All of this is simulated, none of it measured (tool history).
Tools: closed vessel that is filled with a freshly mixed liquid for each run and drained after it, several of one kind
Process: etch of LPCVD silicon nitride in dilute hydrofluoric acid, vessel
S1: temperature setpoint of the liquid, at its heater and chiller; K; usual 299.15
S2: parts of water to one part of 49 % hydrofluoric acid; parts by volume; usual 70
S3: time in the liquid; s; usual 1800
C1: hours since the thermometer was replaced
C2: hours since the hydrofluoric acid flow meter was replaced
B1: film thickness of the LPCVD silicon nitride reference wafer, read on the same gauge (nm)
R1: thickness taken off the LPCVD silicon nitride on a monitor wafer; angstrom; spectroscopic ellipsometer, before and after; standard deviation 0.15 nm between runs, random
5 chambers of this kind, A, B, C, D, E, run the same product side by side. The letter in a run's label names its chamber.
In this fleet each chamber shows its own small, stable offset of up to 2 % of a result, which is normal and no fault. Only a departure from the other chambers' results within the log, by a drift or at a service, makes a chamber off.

Run 1A, hour 5.4: usual settings; C1 922.0; C2 555.7; B1 40.006. Result: R1 152.910 angstrom.
Run 2C, hour 9.6: usual settings; C1 1378.4; C2 945.4; B1 40.006. Result: R1 152.730 angstrom.
Run 3E, hour 15.4: usual settings; C1 1199.0; C2 17.6; B1 39.977. Result: R1 149.680 angstrom.
Run 4B, hour 22.5: usual settings; C1 328.7; C2 623.4; B1 39.997. Result: R1 154.680 angstrom.
Run 5D, hour 29.5: usual settings; C1 872.0; C2 736.7; B1 40.001. Result: R1 155.190 angstrom.
Run 6E, hour 36.1: usual settings; C1 1219.7; C2 38.3; B1 39.976. Result: R1 152.240 angstrom.
Run 7B, hour 42.0: usual settings; C1 348.2; C2 642.9; B1 40.004. Result: R1 154.800 angstrom.
Run 8D, hour 46.5: usual settings; C1 889.0; C2 753.7; B1 40.012. Result: R1 156.150 angstrom.
Run 9C, hour 53.0: usual settings; C1 1421.8; C2 988.8; B1 40.009. Result: R1 147.440 angstrom.
Run 10A, hour 59.1: usual settings; C1 975.7; C2 609.4; B1 39.979. Result: R1 154.710 angstrom.
Run 11D, hour 64.6: usual settings; C1 907.1; C2 771.8; B1 39.991. Result: R1 152.910 angstrom.
Run 12E, hour 71.6: usual settings; C1 1255.2; C2 73.8; B1 40.008. Result: R1 150.330 angstrom.
Run 13A, hour 75.8: usual settings; C1 992.4; C2 626.1; B1 39.998. Result: R1 150.780 angstrom.
Run 14C, hour 79.8: usual settings; C1 1448.6; C2 1015.6; B1 40.006. Result: R1 146.930 angstrom.
Run 15B, hour 86.3: usual settings; C1 392.5; C2 687.2; B1 40.023. Result: R1 155.360 angstrom.
Run 16D, hour 93.1: usual settings; C1 935.6; C2 800.3; B1 40.020. Result: R1 152.980 angstrom.
Run 17B, hour 100.1: usual settings; C1 406.3; C2 701.0; B1 39.998. Result: R1 154.020 angstrom.
Run 18E, hour 107.6: usual settings but S1 302.15 K, S3 2550 s; C1 1291.2; C2 109.8; B1 39.985. Result: R1 260.020 angstrom.
Run 19C, hour 112.1: usual settings but S1 302.15 K, S3 2550 s; C1 1480.9; C2 1047.9; B1 39.985. Result: R1 253.980 angstrom.
Run 20A, hour 116.4: usual settings but S1 302.15 K, S3 2550 s; C1 1033.0; C2 666.7; B1 39.980. Result: R1 262.120 angstrom.
At hour 121.3: chamber A: hydrofluoric acid flow meter replaced.
Run 21D, hour 123.7: usual settings but S1 302.15 K, S3 2550 s; C1 966.2; C2 830.9; B1 39.983. Result: R1 268.150 angstrom.
Run 22A, hour 129.9: usual settings but S1 302.15 K, S3 2550 s; C1 1046.5; C2 8.7; B1 39.992. Result: R1 265.470 angstrom.
Run 23E, hour 137.6: usual settings; C1 1321.2; C2 139.8; B1 40.013. Result: R1 151.170 angstrom.
Run 24B, hour 142.1: usual settings; C1 448.3; C2 743.0; B1 40.020. Result: R1 154.530 angstrom.
Run 25C, hour 150.5: usual settings; C1 1519.3; C2 1086.3; B1 39.994. Result: R1 142.370 angstrom.
Run 26B, hour 158.7: usual settings; C1 464.9; C2 759.6; B1 39.995. Result: R1 151.290 angstrom.
Run 27D, hour 163.1: usual settings but S1 302.15 K, S2 55 parts by volume; C1 1005.6; C2 870.3; B1 40.006. Result: R1 242.400 angstrom.
Run 28C, hour 168.3: usual settings but S1 302.15 K, S2 55 parts by volume; C1 1537.1; C2 1104.1; B1 39.997. Result: R1 219.940 angstrom.
Run 29E, hour 172.8: usual settings but S1 302.15 K, S2 55 parts by volume; C1 1356.4; C2 175.0; B1 39.999. Result: R1 233.440 angstrom.
At hour 177.2: chamber D: thermometer replaced.
Run 30A, hour 178.6: usual settings but S1 302.15 K, S2 55 parts by volume; C1 1095.2; C2 57.4; B1 40.000. Result: R1 233.730 angstrom.
Run 31B, hour 183.7: usual settings but S1 302.15 K, S2 55 parts by volume; C1 489.9; C2 784.6; B1 39.998. Result: R1 238.610 angstrom.
Run 32D, hour 188.7: usual settings; C1 11.5; C2 895.9; B1 40.008. Result: R1 153.510 angstrom.
At hour 189.2: chamber B: hydrofluoric acid flow meter replaced.
Run 33A, hour 197.2: usual settings; C1 1113.8; C2 76.0; B1 39.993. Result: R1 151.270 angstrom.
Run 34E, hour 203.1: usual settings; C1 1386.7; C2 205.3; B1 39.989. Result: R1 147.170 angstrom.
Run 35C, hour 207.5: usual settings; C1 1576.3; C2 1143.3; B1 40.006. Result: R1 139.990 angstrom.
Run 36E, hour 213.9: usual settings; C1 1397.5; C2 216.1; B1 39.990. Result: R1 150.290 angstrom.
Run 37B, hour 219.4: usual settings; C1 525.6; C2 30.3; B1 39.984. Result: R1 155.610 angstrom.
Run 38A, hour 227.9: usual settings; C1 1144.5; C2 106.7; B1 39.998. Result: R1 151.950 angstrom.
Run 39D, hour 231.8: usual settings; C1 54.6; C2 939.0; B1 39.997. Result: R1 154.130 angstrom.

Decide between three cases: one chamber stands off from its peers, the gauge reading all wafers drifts, or nothing is wrong past each chamber's small offset. Where a chamber is off, say which and what most likely put it there.

Little by little, chamber C moves away from the other chambers.
Cause: liquid colder than its thermometer reads (K) = 1.21.
The log might look much the same if the cause were instead: hydrofluoric acid flow below the setpoint (%).

Below are 4 candidate recipes for chamber C's next run, each the usual settings with a change, their results shown as question marks. Which of them brings C's results back in line with what the other chambers give on the usual settings?
In-line tolerance around the mean of the other chambers on the usual settings: R1 5.300 angstrom
Run 40C-1, hour 238.0: usual settings but S1 299.65 K, S3 1930 s. Result: R1 ?.
Run 40C-2, hour 238.0: usual settings but S3 2095 s. Result: R1 ?.
Run 40C-3, hour 238.0: usual settings but S2 75 parts by volume, S3 1620 s. Result: R1 ?.
Run 40C-4, hour 238.0: usual settings but S1 298.65 K, S3 1670 s. Result: R1 ?.

Average result of the remaining chambers running the usual settings: R1 152.790 angstrom
  run       R1
40C-1  153.470
40C-2  161.050
40C-3  116.470
40C-4  124.180
40C-1 puts the chamber back in line with the other chambers.

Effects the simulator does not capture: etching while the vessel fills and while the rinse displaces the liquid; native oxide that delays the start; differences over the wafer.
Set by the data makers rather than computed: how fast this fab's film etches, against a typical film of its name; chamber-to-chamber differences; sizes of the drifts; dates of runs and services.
